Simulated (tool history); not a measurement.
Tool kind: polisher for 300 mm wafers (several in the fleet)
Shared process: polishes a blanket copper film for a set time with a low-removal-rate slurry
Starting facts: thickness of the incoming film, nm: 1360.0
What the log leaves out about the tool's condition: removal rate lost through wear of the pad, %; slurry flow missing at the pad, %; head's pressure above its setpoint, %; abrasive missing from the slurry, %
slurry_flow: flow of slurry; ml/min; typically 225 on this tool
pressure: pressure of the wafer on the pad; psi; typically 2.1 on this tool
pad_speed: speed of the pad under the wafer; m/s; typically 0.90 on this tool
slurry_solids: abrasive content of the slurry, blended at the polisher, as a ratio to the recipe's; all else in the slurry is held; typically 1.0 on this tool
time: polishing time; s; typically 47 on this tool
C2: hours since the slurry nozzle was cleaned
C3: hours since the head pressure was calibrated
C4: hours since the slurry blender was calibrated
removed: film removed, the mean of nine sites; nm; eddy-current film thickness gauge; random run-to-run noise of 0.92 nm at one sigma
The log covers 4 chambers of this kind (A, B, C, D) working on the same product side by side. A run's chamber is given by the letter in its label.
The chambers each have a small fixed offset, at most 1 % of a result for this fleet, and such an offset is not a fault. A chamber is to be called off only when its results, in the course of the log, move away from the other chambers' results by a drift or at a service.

Run 1A, hour 5.1: usual settings; wafers polished on this pad 83; C2 429.3; C3 515.4; C4 177.7. Result: removed 79.381 nm.
Run 2C, hour 9.9: usual settings; wafers polished on this pad 622; C2 393.5; C3 341.9; C4 285.4. Result: removed 77.747 nm.
At hour 12.3: chamber D: slurry blender recalibrated.
Run 3D, hour 14.7: usual settings; wafers polished on this pad 489; C2 189.0; C3 130.3; C4 2.4. Result: removed 79.751 nm.
Run 4B, hour 18.2: usual settings; wafers polished on this pad 753; C2 397.4; C3 91.1; C4 357.4. Result: removed 77.217 nm.
Run 5D, hour 22.4: usual settings; wafers polished on this pad 591; C2 196.7; C3 138.0; C4 10.1. Result: removed 79.635 nm.
At hour 25.0: chamber C: slurry blender recalibrated.
At hour 28.4: chamber C: head pressure recalibrated.
Run 6C, hour 29.5: usual settings; wafers polished on this pad 881; C2 413.1; C3 1.1; C4 4.5. Result: removed 79.293 nm.
At hour 33.7: chamber B: worn pad replaced by a new one.
Run 7B, hour 34.9: usual settings; wafers polished on this pad 16; C2 414.1; C3 107.8; C4 374.1. Result: removed 79.621 nm.
At hour 40.7: chamber D: worn pad replaced by a new one.
Run 8A, hour 42.2: usual settings; wafers polished on this pad 574; C2 466.4; C3 552.5; C4 214.8. Result: removed 78.915 nm.
Run 9C, hour 48.4: usual settings but pad_speed 0.80 m/s; wafers polished on this pad 1131; C2 432.0; C3 20.0; C4 23.4. Result: removed 69.686 nm.
At hour 49.5: chamber B: slurry blender recalibrated.
Run 10B, hour 51.9: usual settings but pad_speed 0.80 m/s; wafers polished on this pad 240; C2 431.1; C3 124.8; C4 2.5. Result: removed 71.234 nm.
At hour 52.8: chamber A: worn pad replaced by a new one.
Run 11A, hour 57.6: usual settings but pad_speed 0.80 m/s; wafers polished on this pad 64; C2 481.8; C3 567.9; C4 230.2. Result: removed 68.230 nm.
Run 12D, hour 61.8: usual settings but pad_speed 0.80 m/s; wafers polished on this pad 279; C2 236.1; C3 177.4; C4 49.5. Result: removed 69.821 nm.
Run 13D, hour 68.2: usual settings; wafers polished on this pad 363; C2 242.5; C3 183.8; C4 55.9. Result: removed 78.550 nm.
Run 14B, hour 75.6: usual settings; wafers polished on this pad 554; C2 454.8; C3 148.5; C4 26.2. Result: removed 79.926 nm.
Run 15C, hour 83.6: usual settings; wafers polished on this pad 1597; C2 467.2; C3 55.2; C4 58.6. Result: removed 78.566 nm.
Run 16A, hour 89.1: usual settings; wafers polished on this pad 481; C2 513.3; C3 599.4; C4 261.7. Result: removed 78.616 nm.
Run 17B, hour 93.5: usual settings; wafers polished on this pad 791; C2 472.7; C3 166.4; C4 44.1. Result: removed 78.960 nm.
Run 18D, hour 99.1: usual settings; wafers polished on this pad 772; C2 273.4; C3 214.7; C4 86.8. Result: removed 78.771 nm.
At hour 100.8: chamber D: worn pad replaced by a new one.
At hour 105.1: chamber A: worn pad replaced by a new one.
Run 19C, hour 106.7: usual settings; wafers polished on this pad 1902; C2 490.3; C3 78.3; C4 81.7. Result: removed 75.646 nm.
Run 20A, hour 113.3: usual settings; wafers polished on this pad 108; C2 537.5; C3 623.6; C4 285.9. Result: removed 77.991 nm.
At hour 115.2: chamber B: worn pad replaced by a new one.
At hour 119.0: chamber A: slurry blender recalibrated.
Run 21D, hour 120.0: usual settings; wafers polished on this pad 254; C2 294.3; C3 235.6; C4 107.7. Result: removed 79.101 nm.
At hour 122.7: chamber D: slurry blender recalibrated.
Run 22C, hour 124.5: usual settings; wafers polished on this pad 2138; C2 508.1; C3 96.1; C4 99.5. Result: removed 74.488 nm.
Run 23A, hour 131.1: usual settings; wafers polished on this pad 344; C2 555.3; C3 641.4; C4 12.2. Result: removed 77.865 nm.
Run 24B, hour 135.1: usual settings; wafers polished on this pad 263; C2 514.3; C3 208.0; C4 85.7. Result: removed 78.166 nm.
Run 25A, hour 142.9: usual settings; wafers polished on this pad 500; C2 567.1; C3 653.2; C4 24.0. Result: removed 76.695 nm.
Run 26B, hour 150.9: usual settings but pad_speed 0.74 m/s, time 36 s; wafers polished on this pad 472; C2 530.1; C3 223.8; C4 101.5. Result: removed 49.678 nm.
At hour 154.6: chamber D: worn pad replaced by a new one.
At hour 156.9: chamber A: worn pad replaced by a new one.
Run 27C, hour 158.1: usual settings but pad_speed 0.74 m/s, time 36 s; wafers polished on this pad 2582; C2 541.7; C3 129.7; C4 133.1. Result: removed 47.886 nm.
Run 28D, hour 163.4: usual settings but pad_speed 0.74 m/s, time 36 s; wafers polished on this pad 117; C2 337.7; C3 279.0; C4 40.8. Result: removed 48.697 nm.
Run 29B, hour 169.3: usual settings but pad_speed 0.74 m/s, time 36 s; wafers polished on this pad 715; C2 548.5; C3 242.2; C4 119.9. Result: removed 49.910 nm.
Run 30C, hour 172.8: usual settings; wafers polished on this pad 2777; C2 556.4; C3 144.4; C4 147.8. Result: removed 75.458 nm.
Run 31A, hour 178.7: usual settings; wafers polished on this pad 289; C2 602.9; C3 689.0; C4 59.8. Result: removed 78.302 nm.
Run 32D, hour 184.6: usual settings; wafers polished on this pad 397; C2 358.9; C3 300.2; C4 62.0. Result: removed 77.320 nm.
Run 33C, hour 191.9: usual settings; wafers polished on this pad 3030; C2 575.5; C3 163.5; C4 166.9. Result: removed 75.932 nm.
Run 34A, hour 199.9: usual settings; wafers polished on this pad 569; C2 624.1; C3 710.2; C4 81.0. Result: removed 80.414 nm.
At hour 204.6: chamber B: worn pad replaced by a new one.
Run 35D, hour 207.8: usual settings; wafers polished on this pad 704; C2 382.1; C3 323.4; C4 85.2. Result: removed 79.600 nm.
Run 36B, hour 214.3: usual settings; wafers polished on this pad 128; C2 593.5; C3 287.2; C4 164.9. Result: removed 79.378 nm.
At hour 215.0: chamber D: worn pad replaced by a new one.
At hour 216.2: chamber A: worn pad replaced by a new one.
Run 37B, hour 219.8: usual settings; wafers polished on this pad 201; C2 599.0; C3 292.7; C4 170.4. Result: removed 79.904 nm.
Run 38D, hour 225.8: usual settings; wafers polished on this pad 143; C2 400.1; C3 341.4; C4 103.2. Result: removed 79.363 nm.
Run 39C, hour 230.6: usual settings; wafers polished on this pad 3541; C2 614.2; C3 202.2; C4 205.6. Result: removed 73.677 nm.
Run 40A, hour 238.3: usual settings; wafers polished on this pad 293; C2 662.5; C3 748.6; C4 119.4. Result: removed 77.402 nm.
Run 41A, hour 244.5: usual settings; wafers polished on this pad 375; C2 668.7; C3 754.8; C4 125.6. Result: removed 80.476 nm.
Run 42B, hour 251.8: usual settings; wafers polished on this pad 624; C2 631.0; C3 324.7; C4 202.4. Result: removed 78.847 nm.

All 4 chambers run these settings next. Forecast each chamber's results:
Run 43A, hour 257.6: usual settings but slurry_solids 0.9. Result: removed ?.
Run 43B, hour 257.6: usual settings but slurry_solids 0.9. Result: removed ?.
Run 43C, hour 257.6: usual settings but slurry_solids 0.9. Result: removed ?.
Run 43D, hour 257.6: usual settings but slurry_solids 0.9. Result: removed ?.

run  removed
43A   78.067
43B   77.432
43C   70.537
43D   76.910
